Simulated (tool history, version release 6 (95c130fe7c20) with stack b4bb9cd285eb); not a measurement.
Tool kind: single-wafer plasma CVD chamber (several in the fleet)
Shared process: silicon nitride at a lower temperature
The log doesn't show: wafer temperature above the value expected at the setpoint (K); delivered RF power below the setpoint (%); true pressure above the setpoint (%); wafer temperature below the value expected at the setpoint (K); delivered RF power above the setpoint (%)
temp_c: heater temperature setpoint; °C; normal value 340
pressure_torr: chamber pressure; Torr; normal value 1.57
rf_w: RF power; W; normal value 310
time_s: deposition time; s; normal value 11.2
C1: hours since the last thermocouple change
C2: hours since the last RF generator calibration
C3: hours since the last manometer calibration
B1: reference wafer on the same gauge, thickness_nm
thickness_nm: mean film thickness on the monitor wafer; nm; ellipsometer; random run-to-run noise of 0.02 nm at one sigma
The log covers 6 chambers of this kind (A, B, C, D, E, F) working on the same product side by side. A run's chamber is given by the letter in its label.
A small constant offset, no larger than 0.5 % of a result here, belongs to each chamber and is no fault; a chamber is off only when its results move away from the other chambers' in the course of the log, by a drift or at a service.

{"hour": 5.6, "done": "chamber B: RF generator calibrated"}
{"run": "1F", "hour": 5.7, "temp_c": 340, "pressure_torr": 1.57, "rf_w": 310, "time_s": 11.2, "C1": 775.5, "C2": 604.0, "C3": 1430.4, "B1": 15.206, "thickness_nm": 13.537}
{"run": "2C", "hour": 12.1, "temp_c": 340, "pressure_torr": 1.57, "rf_w": 310, "time_s": 11.2, "C1": 937.7, "C2": 717.7, "C3": 771.9, "B1": 15.205, "thickness_nm": 13.473}
{"run": "3B", "hour": 16.6, "temp_c": 340, "pressure_torr": 1.57, "rf_w": 310, "time_s": 11.2, "C1": 2228.8, "C2": 11.0, "C3": 254.4, "B1": 15.207, "thickness_nm": 13.528}
{"run": "4A", "hour": 21.4, "temp_c": 340, "pressure_torr": 1.57, "rf_w": 310, "time_s": 11.2, "C1": 258.1, "C2": 1267.9, "C3": 409.8, "B1": 15.207, "thickness_nm": 13.352}
{"run": "5E", "hour": 25.3, "temp_c": 340, "pressure_torr": 1.57, "rf_w": 310, "time_s": 11.2, "C1": 819.8, "C2": 596.7, "C3": 380.2, "B1": 15.209, "thickness_nm": 13.541}
{"run": "6D", "hour": 31.3, "temp_c": 340, "pressure_torr": 1.57, "rf_w": 310, "time_s": 11.2, "C1": 318.0, "C2": 1243.0, "C3": 76.1, "B1": 15.213, "thickness_nm": 13.441}
{"run": "7D", "hour": 38.2, "temp_c": 340, "pressure_torr": 1.57, "rf_w": 310, "time_s": 11.2, "C1": 324.9, "C2": 1249.9, "C3": 83.0, "B1": 15.217, "thickness_nm": 13.447}
{"run": "8E", "hour": 44.0, "temp_c": 340, "pressure_torr": 1.57, "rf_w": 310, "time_s": 11.2, "C1": 838.5, "C2": 615.4, "C3": 398.9, "B1": 15.215, "thickness_nm": 13.557}
{"run": "9C", "hour": 50.8, "temp_c": 340, "pressure_torr": 1.57, "rf_w": 310, "time_s": 11.2, "C1": 976.4, "C2": 756.4, "C3": 810.6, "B1": 15.218, "thickness_nm": 13.442}
{"run": "10B", "hour": 57.3, "temp_c": 340, "pressure_torr": 1.57, "rf_w": 275, "time_s": 11.2, "C1": 2269.5, "C2": 51.7, "C3": 295.1, "B1": 15.219, "thickness_nm": 12.436}
{"run": "11A", "hour": 64.5, "temp_c": 340, "pressure_torr": 1.57, "rf_w": 275, "time_s": 11.2, "C1": 301.2, "C2": 1311.0, "C3": 452.9, "B1": 15.221, "thickness_nm": 12.35}
{"run": "12F", "hour": 70.7, "temp_c": 340, "pressure_torr": 1.57, "rf_w": 275, "time_s": 11.2, "C1": 840.5, "C2": 669.0, "C3": 1495.4, "B1": 15.223, "thickness_nm": 12.428}
{"hour": 72.0, "done": "chamber B: thermocouple changed; heater temperature recalibrated"}
{"run": "13D", "hour": 78.1, "temp_c": 340, "pressure_torr": 1.57, "rf_w": 275, "time_s": 11.2, "C1": 364.8, "C2": 1289.8, "C3": 122.9, "B1": 15.237, "thickness_nm": 12.423}
{"run": "14B", "hour": 85.2, "temp_c": 340, "pressure_torr": 1.57, "rf_w": 275, "time_s": 11.2, "C1": 13.3, "C2": 79.6, "C3": 323.0, "B1": 15.241, "thickness_nm": 12.479}
{"run": "15A", "hour": 91.8, "temp_c": 340, "pressure_torr": 1.57, "rf_w": 275, "time_s": 11.2, "C1": 328.5, "C2": 1338.3, "C3": 480.2, "B1": 15.233, "thickness_nm": 12.359}
{"run": "16C", "hour": 98.3, "temp_c": 340, "pressure_torr": 1.57, "rf_w": 310, "time_s": 11.2, "C1": 1023.9, "C2": 803.9, "C3": 858.1, "B1": 15.239, "thickness_nm": 13.482}
{"run": "17F", "hour": 104.5, "temp_c": 340, "pressure_torr": 1.57, "rf_w": 310, "time_s": 11.2, "C1": 874.3, "C2": 702.8, "C3": 1529.2, "B1": 15.241, "thickness_nm": 13.565}
{"run": "18E", "hour": 108.5, "temp_c": 340, "pressure_torr": 1.57, "rf_w": 310, "time_s": 11.2, "C1": 903.0, "C2": 679.9, "C3": 463.4, "B1": 15.238, "thickness_nm": 13.55}
{"run": "19D", "hour": 113.6, "temp_c": 340, "pressure_torr": 1.57, "rf_w": 270, "time_s": 9.8, "C1": 400.3, "C2": 1325.3, "C3": 158.4, "B1": 15.241, "thickness_nm": 10.784}
{"run": "20F", "hour": 117.5, "temp_c": 340, "pressure_torr": 1.57, "rf_w": 270, "time_s": 9.8, "C1": 887.3, "C2": 715.8, "C3": 1542.2, "B1": 15.251, "thickness_nm": 10.75}
{"run": "21A", "hour": 121.0, "temp_c": 340, "pressure_torr": 1.57, "rf_w": 270, "time_s": 9.8, "C1": 357.7, "C2": 1367.5, "C3": 509.4, "B1": 15.247, "thickness_nm": 10.709}
{"run": "22C", "hour": 126.7, "temp_c": 340, "pressure_torr": 1.57, "rf_w": 270, "time_s": 9.8, "C1": 1052.3, "C2": 832.3, "C3": 886.5, "B1": 15.252, "thickness_nm": 10.722}
{"run": "23E", "hour": 133.5, "temp_c": 340, "pressure_torr": 1.57, "rf_w": 270, "time_s": 9.8, "C1": 928.0, "C2": 704.9, "C3": 488.4, "B1": 15.255, "thickness_nm": 10.761}
{"run": "24B", "hour": 138.3, "temp_c": 340, "pressure_torr": 1.57, "rf_w": 270, "time_s": 9.8, "C1": 66.4, "C2": 132.7, "C3": 376.1, "B1": 15.257, "thickness_nm": 10.809}
{"run": "25C", "hour": 142.3, "temp_c": 340, "pressure_torr": 1.57, "rf_w": 310, "time_s": 11.2, "C1": 1067.9, "C2": 847.9, "C3": 902.1, "B1": 15.253, "thickness_nm": 13.489}
{"run": "26A", "hour": 145.9, "temp_c": 340, "pressure_torr": 1.57, "rf_w": 310, "time_s": 11.2, "C1": 382.6, "C2": 1392.4, "C3": 534.3, "B1": 15.262, "thickness_nm": 13.413}
{"run": "27D", "hour": 151.9, "temp_c": 340, "pressure_torr": 1.57, "rf_w": 310, "time_s": 11.2, "C1": 438.6, "C2": 1363.6, "C3": 196.7, "B1": 15.257, "thickness_nm": 13.488}
{"hour": 154.5, "done": "chamber A: RF generator calibrated"}
{"run": "28B", "hour": 158.8, "temp_c": 340, "pressure_torr": 1.57, "rf_w": 310, "time_s": 11.2, "C1": 86.9, "C2": 153.2, "C3": 396.6, "B1": 15.265, "thickness_nm": 13.596}
{"run": "29F", "hour": 163.2, "temp_c": 340, "pressure_torr": 1.57, "rf_w": 310, "time_s": 11.2, "C1": 933.0, "C2": 761.5, "C3": 1587.9, "B1": 15.265, "thickness_nm": 13.54}
{"run": "30E", "hour": 169.5, "temp_c": 340, "pressure_torr": 1.24, "rf_w": 310, "time_s": 11.2, "C1": 964.0, "C2": 740.9, "C3": 524.4, "B1": 15.268, "thickness_nm": 12.658}
{"run": "31E", "hour": 175.8, "temp_c": 340, "pressure_torr": 1.24, "rf_w": 310, "time_s": 11.2, "C1": 970.3, "C2": 747.2, "C3": 530.7, "B1": 15.266, "thickness_nm": 12.688}
{"run": "32B", "hour": 180.2, "temp_c": 340, "pressure_torr": 1.24, "rf_w": 310, "time_s": 11.2, "C1": 108.3, "C2": 174.6, "C3": 418.0, "B1": 15.271, "thickness_nm": 12.719}
{"run": "33A", "hour": 184.4, "temp_c": 340, "pressure_torr": 1.24, "rf_w": 310, "time_s": 11.2, "C1": 421.1, "C2": 30.0, "C3": 572.8, "B1": 15.281, "thickness_nm": 12.584}
{"run": "34F", "hour": 188.0, "temp_c": 340, "pressure_torr": 1.24, "rf_w": 310, "time_s": 11.2, "C1": 957.8, "C2": 786.3, "C3": 1612.7, "B1": 15.275, "thickness_nm": 12.667}
{"hour": 193.9, "done": "chamber C: thermocouple changed; heater temperature recalibrated"}
{"run": "35C", "hour": 194.6, "temp_c": 340, "pressure_torr": 1.24, "rf_w": 310, "time_s": 11.2, "C1": 0.8, "C2": 900.2, "C3": 954.4, "B1": 15.269, "thickness_nm": 12.58}
{"run": "36D", "hour": 198.1, "temp_c": 340, "pressure_torr": 1.57, "rf_w": 310, "time_s": 11.2, "C1": 484.8, "C2": 1409.8, "C3": 242.9, "B1": 15.277, "thickness_nm": 13.507}
{"run": "37F", "hour": 205.5, "temp_c": 348, "pressure_torr": 1.57, "rf_w": 280, "time_s": 11.2, "C1": 975.3, "C2": 803.8, "C3": 1630.2, "B1": 15.283, "thickness_nm": 12.604}
{"run": "38D", "hour": 212.5, "temp_c": 348, "pressure_torr": 1.57, "rf_w": 280, "time_s": 11.2, "C1": 499.2, "C2": 1424.2, "C3": 257.3, "B1": 15.285, "thickness_nm": 12.558}
{"run": "39C", "hour": 217.3, "temp_c": 348, "pressure_torr": 1.57, "rf_w": 280, "time_s": 11.2, "C1": 23.5, "C2": 922.9, "C3": 977.1, "B1": 15.283, "thickness_nm": 12.577}
{"run": "40B", "hour": 223.1, "temp_c": 348, "pressure_torr": 1.57, "rf_w": 280, "time_s": 11.2, "C1": 151.2, "C2": 217.5, "C3": 460.9, "B1": 15.292, "thickness_nm": 12.628}

Is one chamber out of step, is the gauge drifting, or do the chambers differ by no more than their own small offsets? For an off chamber, give its letter and the likeliest cause.

The gauge drifts, so all chambers seem to drift together. No chamber is off.
Cause: gauge reads high (%) = 0.599.
